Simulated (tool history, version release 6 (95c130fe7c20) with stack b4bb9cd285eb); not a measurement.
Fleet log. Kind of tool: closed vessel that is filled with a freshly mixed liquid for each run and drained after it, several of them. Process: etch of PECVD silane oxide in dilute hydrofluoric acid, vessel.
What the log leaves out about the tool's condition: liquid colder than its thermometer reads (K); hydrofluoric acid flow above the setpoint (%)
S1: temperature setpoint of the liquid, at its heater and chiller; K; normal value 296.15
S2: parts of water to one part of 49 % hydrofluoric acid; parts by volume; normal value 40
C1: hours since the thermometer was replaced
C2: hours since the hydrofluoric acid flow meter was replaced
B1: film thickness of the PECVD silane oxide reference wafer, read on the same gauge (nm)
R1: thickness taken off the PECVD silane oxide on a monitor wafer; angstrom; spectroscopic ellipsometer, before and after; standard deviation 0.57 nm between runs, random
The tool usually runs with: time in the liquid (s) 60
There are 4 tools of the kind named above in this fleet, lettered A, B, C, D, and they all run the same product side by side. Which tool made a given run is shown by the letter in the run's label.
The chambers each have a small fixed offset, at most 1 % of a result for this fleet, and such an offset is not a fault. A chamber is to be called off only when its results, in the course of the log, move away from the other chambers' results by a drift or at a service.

run 1A hour=1.9 | S1=296.15 S2=40 time_in_the_liquid_(s)=60 | C1=1082.1 C2=768.4 | B1=29.981 | R1=590.33
run 2C hour=4.7 | S1=296.15 S2=40 time_in_the_liquid_(s)=60 | C1=78.4 C2=1192.1 | B1=30.012 | R1=584.37
run 3B hour=6.8 | S1=296.15 S2=40 time_in_the_liquid_(s)=60 | C1=529.3 C2=1138.0 | B1=30.015 | R1=592.61
run 4D hour=10.8 | S1=296.15 S2=40 time_in_the_liquid_(s)=60 | C1=244.8 C2=1042.3 | B1=30.010 | R1=590.88
run 5C hour=13.0 | S1=296.15 S2=40 time_in_the_liquid_(s)=60 | C1=86.7 C2=1200.4 | B1=30.007 | R1=580.43
run 6A hour=15.2 | S1=296.15 S2=40 time_in_the_liquid_(s)=30 | C1=1095.4 C2=781.7 | B1=29.999 | R1=293.95
run 7D hour=18.3 | S1=296.15 S2=40 time_in_the_liquid_(s)=30 | C1=252.3 C2=1049.8 | B1=30.006 | R1=295.32
run 8B hour=21.1 | S1=296.15 S2=40 time_in_the_liquid_(s)=30 | C1=543.6 C2=1152.3 | B1=29.999 | R1=298.14
run 9B hour=24.2 | S1=296.15 S2=40 time_in_the_liquid_(s)=30 | C1=546.7 C2=1155.4 | B1=29.981 | R1=297.08
run 10A hour=27.3 | S1=296.15 S2=40 time_in_the_liquid_(s)=85 | C1=1107.5 C2=793.8 | B1=30.009 | R1=821.60
run 11D hour=30.8 | S1=296.15 S2=40 time_in_the_liquid_(s)=85 | C1=264.8 C2=1062.3 | B1=29.993 | R1=850.77
run 12C hour=34.1 | S1=296.15 S2=40 time_in_the_liquid_(s)=85 | C1=107.8 C2=1221.5 | B1=29.985 | R1=838.12
run 13B hour=36.4 | S1=296.15 S2=40 time_in_the_liquid_(s)=85 | C1=558.9 C2=1167.6 | B1=29.997 | R1=854.30
run 14A hour=38.7 | S1=296.15 S2=40 time_in_the_liquid_(s)=60 | C1=1118.9 C2=805.2 | B1=30.015 | R1=592.78
run 15C hour=40.7 | S1=296.15 S2=40 time_in_the_liquid_(s)=60 | C1=114.4 C2=1228.1 | B1=30.013 | R1=589.34
run 16D hour=44.4 | S1=296.15 S2=40 time_in_the_liquid_(s)=60 | C1=278.4 C2=1075.9 | B1=30.022 | R1=584.97
run 17A hour=46.6 | S1=296.15 S2=40 time_in_the_liquid_(s)=60 | C1=1126.8 C2=813.1 | B1=30.000 | R1=588.46
run 18C hour=49.1 | S1=296.15 S2=40 time_in_the_liquid_(s)=60 | C1=122.8 C2=1236.5 | B1=30.023 | R1=589.99
run 19D hour=52.2 | S1=296.15 S2=40 time_in_the_liquid_(s)=60 | C1=286.2 C2=1083.7 | B1=30.017 | R1=603.04
run 20B hour=56.1 | S1=300.65 S2=40 time_in_the_liquid_(s)=30 | C1=578.6 C2=1187.3 | B1=30.002 | R1=388.68
run 21D hour=59.5 | S1=300.65 S2=40 time_in_the_liquid_(s)=30 | C1=293.5 C2=1091.0 | B1=29.998 | R1=356.18
run 22A hour=63.5 | S1=300.65 S2=40 time_in_the_liquid_(s)=30 | C1=1143.7 C2=830.0 | B1=29.986 | R1=354.34
run 23C hour=65.4 | S1=300.65 S2=40 time_in_the_liquid_(s)=30 | C1=139.1 C2=1252.8 | B1=30.004 | R1=348.77
run 24B hour=69.1 | S1=296.15 S2=40 time_in_the_liquid_(s)=35 | C1=591.6 C2=1200.3 | B1=29.999 | R1=378.10

Predict what each chamber gives when all 4 of them run the settings below next.
run 25A hour=72.1 | S1=296.15 S2=40 time_in_the_liquid_(s)=85 | R1=?
run 25B hour=72.1 | S1=296.15 S2=40 time_in_the_liquid_(s)=85 | R1=?
run 25C hour=72.1 | S1=296.15 S2=40 time_in_the_liquid_(s)=85 | R1=?
run 25D hour=72.1 | S1=296.15 S2=40 time_in_the_liquid_(s)=85 | R1=?

run=25A R1=832.94
run=25B R1=914.99
run=25C R1=836.03
run=25D R1=833.04
